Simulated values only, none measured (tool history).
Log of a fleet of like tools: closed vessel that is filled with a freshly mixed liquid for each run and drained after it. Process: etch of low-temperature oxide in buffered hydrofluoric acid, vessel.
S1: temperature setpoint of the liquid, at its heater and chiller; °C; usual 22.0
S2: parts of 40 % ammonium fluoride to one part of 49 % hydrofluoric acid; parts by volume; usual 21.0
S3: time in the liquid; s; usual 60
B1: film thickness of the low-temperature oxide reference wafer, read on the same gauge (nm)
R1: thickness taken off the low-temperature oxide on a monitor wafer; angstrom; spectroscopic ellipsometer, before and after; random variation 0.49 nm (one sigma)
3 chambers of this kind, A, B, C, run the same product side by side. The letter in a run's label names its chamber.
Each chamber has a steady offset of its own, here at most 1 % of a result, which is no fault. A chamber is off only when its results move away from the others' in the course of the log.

{"run": "1C", "hour": 8.1, "S1": 22.0, "S2": 21.0, "S3": 60, "B1": 90.004, "R1": 606.39}
{"run": "2A", "hour": 17.6, "S1": 22.0, "S2": 21.0, "S3": 60, "B1": 90.004, "R1": 604.54}
{"run": "3B", "hour": 25.8, "S1": 22.0, "S2": 21.0, "S3": 60, "B1": 89.983, "R1": 607.7}
{"run": "4C", "hour": 39.0, "S1": 22.0, "S2": 21.0, "S3": 60, "B1": 90.002, "R1": 603.01}
{"run": "5B", "hour": 47.9, "S1": 22.0, "S2": 21.0, "S3": 60, "B1": 90.002, "R1": 614.02}
{"hour": 59.6, "done": "chamber A: hydrofluoric acid flow meter replaced"}
{"run": "6A", "hour": 61.6, "S1": 22.0, "S2": 21.0, "S3": 40, "B1": 89.997, "R1": 405.43}
{"run": "7A", "hour": 72.8, "S1": 22.0, "S2": 21.0, "S3": 40, "B1": 90.001, "R1": 401.01}
{"run": "8C", "hour": 83.3, "S1": 22.0, "S2": 21.0, "S3": 40, "B1": 89.995, "R1": 405.55}
{"run": "9B", "hour": 95.3, "S1": 22.0, "S2": 21.0, "S3": 60, "B1": 90.0, "R1": 626.55}
{"run": "10A", "hour": 105.5, "S1": 22.0, "S2": 21.0, "S3": 60, "B1": 89.976, "R1": 603.53}
{"run": "11C", "hour": 114.6, "S1": 24.5, "S2": 28.5, "S3": 60, "B1": 89.992, "R1": 563.75}
{"run": "12B", "hour": 127.0, "S1": 24.5, "S2": 28.5, "S3": 60, "B1": 89.983, "R1": 596.08}
{"run": "13B", "hour": 140.1, "S1": 24.5, "S2": 28.5, "S3": 60, "B1": 89.992, "R1": 599.78}
{"run": "14C", "hour": 151.2, "S1": 22.0, "S2": 24.0, "S3": 40, "B1": 90.009, "R1": 367.36}
{"run": "15A", "hour": 159.3, "S1": 22.0, "S2": 24.0, "S3": 40, "B1": 90.018, "R1": 363.42}
{"run": "16B", "hour": 171.2, "S1": 22.0, "S2": 24.0, "S3": 40, "B1": 90.007, "R1": 391.71}
{"run": "17A", "hour": 182.1, "S1": 22.0, "S2": 21.0, "S3": 60, "B1": 90.022, "R1": 594.1}
{"run": "18C", "hour": 193.0, "S1": 22.0, "S2": 21.0, "S3": 60, "B1": 89.991, "R1": 597.69}
{"run": "19A", "hour": 202.5, "S1": 22.0, "S2": 21.0, "S3": 60, "B1": 89.982, "R1": 599.76}
{"hour": 203.6, "done": "chamber C: hydrofluoric acid flow meter replaced"}
{"run": "20C", "hour": 209.5, "S1": 25.0, "S2": 21.0, "S3": 60, "B1": 90.001, "R1": 705.4}
{"run": "21B", "hour": 220.2, "S1": 25.0, "S2": 21.0, "S3": 60, "B1": 90.008, "R1": 773.15}
{"run": "22C", "hour": 227.8, "S1": 25.0, "S2": 21.0, "S3": 60, "B1": 90.011, "R1": 705.06}

All 3 chambers run these settings next. Forecast each chamber's results:
{"run": "23A", "hour": 238.1, "S1": 22.0, "S2": 18.0, "S3": 60, "R1": "?"}
{"run": "23B", "hour": 238.1, "S1": 22.0, "S2": 18.0, "S3": 60, "R1": "?"}
{"run": "23C", "hour": 238.1, "S1": 22.0, "S2": 18.0, "S3": 60, "R1": "?"}

run=23A R1=690.03
run=23B R1=757.75
run=23C R1=694.32

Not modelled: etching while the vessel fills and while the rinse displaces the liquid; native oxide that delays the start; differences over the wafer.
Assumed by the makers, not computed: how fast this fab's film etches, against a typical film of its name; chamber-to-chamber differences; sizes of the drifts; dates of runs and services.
